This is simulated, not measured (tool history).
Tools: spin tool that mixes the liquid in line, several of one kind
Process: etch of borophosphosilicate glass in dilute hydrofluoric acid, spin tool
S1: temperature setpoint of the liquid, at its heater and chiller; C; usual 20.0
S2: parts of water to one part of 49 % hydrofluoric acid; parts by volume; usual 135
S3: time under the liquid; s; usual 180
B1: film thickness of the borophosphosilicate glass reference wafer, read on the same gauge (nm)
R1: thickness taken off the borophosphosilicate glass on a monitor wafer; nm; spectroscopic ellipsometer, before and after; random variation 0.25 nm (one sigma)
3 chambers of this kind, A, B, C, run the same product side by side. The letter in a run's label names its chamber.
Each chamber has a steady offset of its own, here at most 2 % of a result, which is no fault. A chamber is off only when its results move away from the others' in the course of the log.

| run | hour | S1 | S2 | S3 | B1 | R1 |
|---|---|---|---|---|---|---|
| 1C | 4.0 | 20.0 | 135 | 180 | 119.98 | 43.427 |
| 2A | 8.7 | 20.0 | 135 | 180 | 120.01 | 42.163 |
| 3B | 12.2 | 20.0 | 135 | 180 | 119.99 | 42.690 |
| 4B | 15.6 | 20.0 | 135 | 180 | 120.00 | 43.041 |
| 5C | 18.6 | 20.0 | 75 | 180 | 120.00 | 83.512 |
| 6A | 22.7 | 20.0 | 75 | 180 | 119.99 | 80.456 |
| 7A | 26.5 | 20.0 | 75 | 180 | 119.99 | 81.477 |
| 8B | 29.6 | 23.5 | 135 | 180 | 120.00 | 48.776 |
| 9C | 32.2 | 23.5 | 135 | 180 | 119.98 | 49.696 |
| 10C | 35.1 | 23.5 | 135 | 180 | 119.99 | 49.655 |
| 11A | 40.0 | 20.0 | 135 | 180 | 120.01 | 42.596 |
| 12B | 44.0 | 20.0 | 135 | 180 | 119.99 | 42.952 |
| 13A | 48.0 | 20.0 | 135 | 180 | 120.00 | 42.191 |
| 14B | 50.7 | 20.0 | 135 | 135 | 120.00 | 32.518 |
| 15C | 54.9 | 20.0 | 135 | 135 | 119.99 | 32.664 |
| 16A | 57.8 | 20.0 | 135 | 135 | 119.98 | 31.434 |
| 17B | 62.6 | 20.0 | 135 | 180 | 120.02 | 43.519 |
| 18C | 66.9 | 20.0 | 135 | 180 | 120.00 | 43.375 |
| 19C | 69.5 | 18.5 | 135 | 245 | 119.98 | 54.851 |
| 20A | 73.5 | 18.5 | 135 | 245 | 120.00 | 54.915 |
| 21B | 77.8 | 18.5 | 135 | 245 | 120.02 | 55.650 |
| 22C | 80.2 | 20.0 | 135 | 180 | 120.00 | 43.742 |
| 23A | 84.2 | 17.0 | 135 | 180 | 120.01 | 37.632 |
| 24B | 88.9 | 17.0 | 135 | 180 | 120.03 | 39.071 |
| 25A | 92.0 | 17.0 | 135 | 180 | 119.99 | 37.471 |
| 26B | 94.1 | 20.0 | 135 | 180 | 120.01 | 43.807 |
| 27C | 97.5 | 20.0 | 135 | 180 | 119.99 | 43.451 |
| 28A | 99.8 | 20.0 | 195 | 285 | 119.98 | 44.116 |
| 29C | 103.9 | 20.0 | 195 | 285 | 119.98 | 44.593 |
| 30B | 107.9 | 20.0 | 195 | 285 | 119.98 | 45.847 |

All 3 chambers run these settings next. Forecast each chamber's results:
| 31A | 111.4 | 20.0 | 135 | 215 |  | ? |
| 31B | 111.4 | 20.0 | 135 | 215 |  | ? |
| 31C | 111.4 | 20.0 | 135 | 215 |  | ? |

| run | R1 |
|---|---|
| 31A | 50.885 |
| 31B | 53.046 |
| 31C | 52.604 |
